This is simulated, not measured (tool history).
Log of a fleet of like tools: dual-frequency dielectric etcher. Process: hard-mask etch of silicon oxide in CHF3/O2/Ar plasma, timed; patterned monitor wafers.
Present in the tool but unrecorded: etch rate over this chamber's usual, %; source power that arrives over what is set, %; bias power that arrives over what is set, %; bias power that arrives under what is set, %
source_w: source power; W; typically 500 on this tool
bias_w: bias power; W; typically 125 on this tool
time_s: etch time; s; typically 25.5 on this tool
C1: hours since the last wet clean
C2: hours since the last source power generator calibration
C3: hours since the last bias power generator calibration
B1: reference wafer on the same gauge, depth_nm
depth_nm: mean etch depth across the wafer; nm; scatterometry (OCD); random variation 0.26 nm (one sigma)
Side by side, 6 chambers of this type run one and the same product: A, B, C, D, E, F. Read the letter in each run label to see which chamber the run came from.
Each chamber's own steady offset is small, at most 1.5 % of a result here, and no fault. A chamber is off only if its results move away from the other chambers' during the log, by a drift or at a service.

run 1E day=0.567 | source_w=500 bias_w=125 time_s=25.5 | C1=379.7 C2=2816.6 C3=4659.6 | B1=35.243 | depth_nm=41.628
run 2A day=1.117 | source_w=500 bias_w=125 time_s=25.5 | C1=479.4 C2=3390.7 C3=226.5 | B1=35.18 | depth_nm=41.795
run 3F day=1.525 | source_w=500 bias_w=125 time_s=25.5 | C1=43.9 C2=1158.2 C3=1721.3 | B1=35.219 | depth_nm=42.726
run 4B day=2 | source_w=500 bias_w=125 time_s=25.5 | C1=129.1 C2=3632.2 C3=755.3 | B1=35.167 | depth_nm=42.206
run 5D day=2.367 | source_w=500 bias_w=125 time_s=25.5 | C1=151 C2=204.4 C3=1294.2 | B1=35.179 | depth_nm=41.595
run 6C day=2.671 | source_w=500 bias_w=125 time_s=25.5 | C1=363.6 C2=782.3 C3=383.5 | B1=35.167 | depth_nm=41.32
-- day=2.812 chamber E: bias power generator calibrated
run 7B day=3.246 | source_w=500 bias_w=125 time_s=25.5 | C1=159 C2=3662.1 C3=785.2 | B1=35.163 | depth_nm=41.675
run 8C day=3.554 | source_w=500 bias_w=125 time_s=25.5 | C1=384.8 C2=803.5 C3=404.7 | B1=35.161 | depth_nm=41.354
-- day=3.917 chamber A: wet clean of the chamber
run 9F day=4.088 | source_w=500 bias_w=125 time_s=25.5 | C1=105.4 C2=1219.7 C3=1782.8 | B1=35.232 | depth_nm=42.636
run 10D day=4.512 | source_w=500 bias_w=125 time_s=25.5 | C1=202.5 C2=255.9 C3=1345.7 | B1=35.176 | depth_nm=41.792
run 11A day=4.938 | source_w=500 bias_w=125 time_s=25.5 | C1=24.5 C2=3482.4 C3=318.2 | B1=35.18 | depth_nm=41.78
run 12E day=5.454 | source_w=500 bias_w=125 time_s=25.5 | C1=497 C2=2933.9 C3=63.4 | B1=35.207 | depth_nm=41.91
run 13C day=5.738 | source_w=500 bias_w=125 time_s=25.5 | C1=437.2 C2=855.9 C3=457.1 | B1=35.234 | depth_nm=41.942
run 14B day=5.996 | source_w=500 bias_w=125 time_s=25.5 | C1=225 C2=3728.1 C3=851.2 | B1=35.194 | depth_nm=42.093
run 15D day=6.262 | source_w=500 bias_w=125 time_s=25.5 | C1=244.5 C2=297.9 C3=1387.7 | B1=35.225 | depth_nm=41.848
run 16F day=6.725 | source_w=550 bias_w=125 time_s=18.5 | C1=168.7 C2=1283 C3=1846.1 | B1=35.237 | depth_nm=32.048
run 17E day=7.254 | source_w=550 bias_w=125 time_s=18.5 | C1=540.2 C2=2977.1 C3=106.6 | B1=35.207 | depth_nm=31.673
run 18A day=7.65 | source_w=550 bias_w=125 time_s=18.5 | C1=89.6 C2=3547.5 C3=383.3 | B1=35.2 | depth_nm=31.578
run 19F day=7.933 | source_w=550 bias_w=125 time_s=18.5 | C1=197.7 C2=1312 C3=1875.1 | B1=35.187 | depth_nm=31.551
-- day=8.129 chamber E: wet clean of the chamber
run 20D day=8.504 | source_w=550 bias_w=125 time_s=18.5 | C1=298.3 C2=351.7 C3=1441.5 | B1=35.202 | depth_nm=32.018
run 21C day=8.796 | source_w=550 bias_w=125 time_s=18.5 | C1=510.6 C2=929.3 C3=530.5 | B1=35.218 | depth_nm=31.239
run 22A day=9.112 | source_w=500 bias_w=135 time_s=32 | C1=124.7 C2=3582.6 C3=418.4 | B1=35.211 | depth_nm=53.367
run 23B day=9.5 | source_w=500 bias_w=135 time_s=32 | C1=309.1 C2=3812.2 C3=935.3 | B1=35.193 | depth_nm=54.184
run 24E day=10.038 | source_w=500 bias_w=135 time_s=32 | C1=45.8 C2=3043.9 C3=173.4 | B1=35.241 | depth_nm=53.875
run 25C day=10.592 | source_w=500 bias_w=135 time_s=32 | C1=553.7 C2=972.4 C3=573.6 | B1=35.282 | depth_nm=53.411
run 26F day=11.058 | source_w=500 bias_w=135 time_s=32 | C1=272.7 C2=1387 C3=1950.1 | B1=35.198 | depth_nm=54.65
-- day=11.55 chamber B: wet clean of the chamber
run 27B day=11.6 | source_w=500 bias_w=135 time_s=32 | C1=1.3 C2=3862.6 C3=985.7 | B1=35.191 | depth_nm=54.466
run 28A day=12.054 | source_w=500 bias_w=125 time_s=25.5 | C1=195.3 C2=3653.2 C3=489 | B1=35.189 | depth_nm=41.646
run 29E day=12.504 | source_w=500 bias_w=114 time_s=25.5 | C1=105 C2=3103.1 C3=232.6 | B1=35.237 | depth_nm=40.199
run 30D day=12.833 | source_w=500 bias_w=114 time_s=25.5 | C1=402.2 C2=455.6 C3=1545.4 | B1=35.194 | depth_nm=41.585
run 31D day=13.35 | source_w=500 bias_w=114 time_s=25.5 | C1=414.6 C2=468 C3=1557.8 | B1=35.194 | depth_nm=41.417
run 32E day=13.796 | source_w=500 bias_w=114 time_s=25.5 | C1=136 C2=3134.1 C3=263.6 | B1=35.19 | depth_nm=40.288
run 33C day=14.3 | source_w=500 bias_w=114 time_s=25.5 | C1=642.7 C2=1061.4 C3=662.6 | B1=35.207 | depth_nm=40.412
run 34A day=14.692 | source_w=500 bias_w=114 time_s=25.5 | C1=258.6 C2=3716.5 C3=552.3 | B1=35.265 | depth_nm=40.83
run 35B day=14.962 | source_w=500 bias_w=125 time_s=25.5 | C1=82 C2=3943.3 C3=1066.4 | B1=35.22 | depth_nm=41.908
-- day=15.042 chamber C: wet clean of the chamber
run 36F day=15.529 | source_w=400 bias_w=101 time_s=25.5 | C1=380 C2=1494.3 C3=2057.4 | B1=35.162 | depth_nm=36.444
run 37D day=15.988 | source_w=400 bias_w=101 time_s=25.5 | C1=477.9 C2=531.3 C3=1621.1 | B1=35.216 | depth_nm=36.918
run 38A day=16.292 | source_w=400 bias_w=101 time_s=25.5 | C1=297 C2=3754.9 C3=590.7 | B1=35.175 | depth_nm=36.042
run 39C day=16.825 | source_w=400 bias_w=101 time_s=25.5 | C1=42.9 C2=1122 C3=723.2 | B1=35.258 | depth_nm=35.56
run 40E day=17.129 | source_w=400 bias_w=101 time_s=25.5 | C1=216 C2=3214.1 C3=343.6 | B1=35.191 | depth_nm=35.76
run 41F day=17.425 | source_w=400 bias_w=101 time_s=25.5 | C1=425.5 C2=1539.8 C3=2102.9 | B1=35.131 | depth_nm=36.25
run 42B day=17.933 | source_w=500 bias_w=125 time_s=25.5 | C1=153.3 C2=4014.6 C3=1137.7 | B1=35.21 | depth_nm=42.365
run 43A day=18.462 | source_w=500 bias_w=125 time_s=30 | C1=349.1 C2=3807 C3=642.8 | B1=35.16 | depth_nm=49.053

Each of the 6 chambers runs these same settings next. Fill in every chamber's results:
run 44A day=18.883 | source_w=500 bias_w=125 time_s=25.5 | depth_nm=?
run 44B day=18.883 | source_w=500 bias_w=125 time_s=25.5 | depth_nm=?
run 44C day=18.883 | source_w=500 bias_w=125 time_s=25.5 | depth_nm=?
run 44D day=18.883 | source_w=500 bias_w=125 time_s=25.5 | depth_nm=?
run 44E day=18.883 | source_w=500 bias_w=125 time_s=25.5 | depth_nm=?
run 44F day=18.883 | source_w=500 bias_w=125 time_s=25.5 | depth_nm=?

run=44A depth_nm=41.766
run=44B depth_nm=41.729
run=44C depth_nm=41.473
run=44D depth_nm=43.239
run=44E depth_nm=41.794
run=44F depth_nm=42.446

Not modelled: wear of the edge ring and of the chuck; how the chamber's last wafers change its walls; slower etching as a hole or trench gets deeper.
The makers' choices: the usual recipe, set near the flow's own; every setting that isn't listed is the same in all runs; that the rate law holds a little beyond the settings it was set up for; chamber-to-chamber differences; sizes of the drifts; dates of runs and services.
